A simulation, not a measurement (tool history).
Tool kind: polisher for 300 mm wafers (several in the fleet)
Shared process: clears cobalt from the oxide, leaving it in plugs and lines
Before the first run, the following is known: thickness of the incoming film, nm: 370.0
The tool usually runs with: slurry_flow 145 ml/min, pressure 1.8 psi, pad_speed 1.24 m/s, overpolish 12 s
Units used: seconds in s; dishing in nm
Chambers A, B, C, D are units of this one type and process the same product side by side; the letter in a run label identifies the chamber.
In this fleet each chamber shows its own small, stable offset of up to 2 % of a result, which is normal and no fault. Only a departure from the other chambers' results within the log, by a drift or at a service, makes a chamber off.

run	day	slurry_flow	pressure	pad_speed	overpolish	wafers polished on this pad	hours since the slurry nozzle was cleaned	hours since the head pressure was calibrated	seconds	dishing
# day 0.046: chamber C: worn pad replaced by a new one
# day 0.267: chamber A: worn pad replaced by a new one
1A	0.404	145	1.8	1.24	12	44	278.2	75.2	58.373	41.971
# day 0.462: chamber D: worn pad replaced by a new one
2D	0.708	145	1.8	1.24	12	78	734.8	565.4	57.218	41.410
3C	0.912	145	1.8	1.24	12	274	158.1	71.4	57.499	41.898
4B	1.342	145	1.8	1.24	12	551	854.8	650.6	57.862	41.988
# day 1.392: chamber B: slurry nozzle cleaned
5B	1.667	145	1.8	1.24	12	654	6.7	658.4	57.852	41.596
# day 1.792: chamber B: head pressure recalibrated
6C	1.996	145	1.8	0.88	16	616	184.1	97.4	80.459	38.125
7A	2.325	145	1.8	0.88	16	651	324.3	121.3	81.794	40.863
# day 2.342: chamber C: worn pad replaced by a new one
8D	2.729	145	1.8	0.88	16	716	783.3	613.9	79.832	39.123
# day 2.854: chamber D: worn pad replaced by a new one
9A	3.108	145	1.8	0.88	16	898	343.1	140.1	83.427	40.655
# day 3.138: chamber D: slurry nozzle cleaned
10D	3.388	145	1.8	1.24	12	169	6.1	629.7	56.015	38.807
# day 3.500: chamber A: worn pad replaced by a new one
11C	3.792	145	1.8	1.24	5	458	227.2	140.5	57.467	24.214
12B	4.238	145	1.8	1.24	5	1466	68.4	58.8	58.795	24.766
13B	4.650	145	1.8	1.24	5	1597	78.3	68.7	59.969	24.528
# day 5.088: chamber C: worn pad replaced by a new one
14D	5.092	145	1.8	1.24	5	707	47.0	670.6	56.413	24.572
# day 5.200: chamber D: worn pad replaced by a new one
15C	5.312	110	1.8	1.24	12	71	263.7	177.0	61.339	39.840
16A	5.767	110	1.8	1.24	12	716	406.9	203.9	62.120	41.261
17C	6.088	110	1.8	1.24	12	316	282.3	195.6	60.856	39.948
18B	6.312	110	1.8	1.24	12	2122	118.2	108.6	64.770	38.187
# day 6.446: chamber A: worn pad replaced by a new one
19D	6.754	145	1.8	1.24	12	491	86.9	710.5	56.946	40.726
20A	7.121	145	1.8	1.24	12	214	439.4	236.4	58.206	42.464
21C	7.417	145	1.8	1.24	12	736	314.2	227.5	57.810	41.115
# day 7.471: chamber D: worn pad replaced by a new one
# day 7.554: chamber C: worn pad replaced by a new one
22A	7.783	145	1.8	1.24	12	423	455.3	252.3	58.548	40.588
23B	8.000	145	1.8	1.24	12	2655	158.7	149.1	60.876	39.496
24D	8.438	145	1.8	1.24	12	305	127.3	750.9	56.629	41.731
25D	8.754	145	2.2	1.40	12	405	134.9	758.5	41.216	46.585
26A	8.971	145	2.2	1.40	12	798	483.8	280.8	43.207	45.261
27B	9.438	145	2.2	1.40	12	3109	193.2	183.6	45.275	45.426
# day 9.546: chamber D: head pressure recalibrated
28C	9.675	145	2.2	1.40	12	670	368.4	281.7	42.064	45.872
# day 9.729: chamber A: slurry nozzle cleaned
# day 9.829: chamber D: worn pad replaced by a new one
# day 10.012: chamber A: worn pad replaced by a new one
29C	10.112	145	1.8	1.24	12	808	378.9	292.2	58.673	41.578
30A	10.425	145	1.8	1.24	12	130	16.8	315.7	57.903	42.385
31D	10.892	145	2.1	0.82	12	335	186.2	32.3	73.268	35.863
32B	11.200	145	2.1	0.82	12	3666	235.5	225.9	81.027	34.803
33B	11.500	145	2.1	0.82	12	3760	242.7	233.1	80.464	34.480

Is one chamber off against the others, does the gauge drift, or is nothing wrong? If a chamber is off, say which, and what the likeliest cause is.

Chamber B drifts away from the others.
Cause: removal rate lost through wear of the pad, % = 7.87.
It could be hard to tell apart here from: slurry flow missing at the pad, %; head's pressure below its setpoint, %.

Chamber B could run next with any of the 4 candidate recipes listed below; each alters the usual settings, and their results appear as question marks. Which one brings its results back in line with what the other chambers deliver on the usual settings?
To be in line, a result may differ from the other chambers' mean on the usual settings by at most: seconds 1.800 s; dishing 3.500 nm
34B-1	11.838	145	1.7	1.18	12				?	?
34B-2	11.838	145	1.9	1.30	12				?	?
34B-3	11.838	145	1.8	1.20	12				?	?
34B-4	11.838	145	1.8	1.28	12				?	?

The mean the other chambers reach with the usual settings: seconds 57.577 s; dishing 41.021 nm
run	seconds	dishing
34B-1	70.671	38.404
34B-2	57.552	42.399
34B-3	65.698	39.852
34B-4	61.644	41.093
34B-2 is the one that brings the chamber's results back in line with the other chambers.
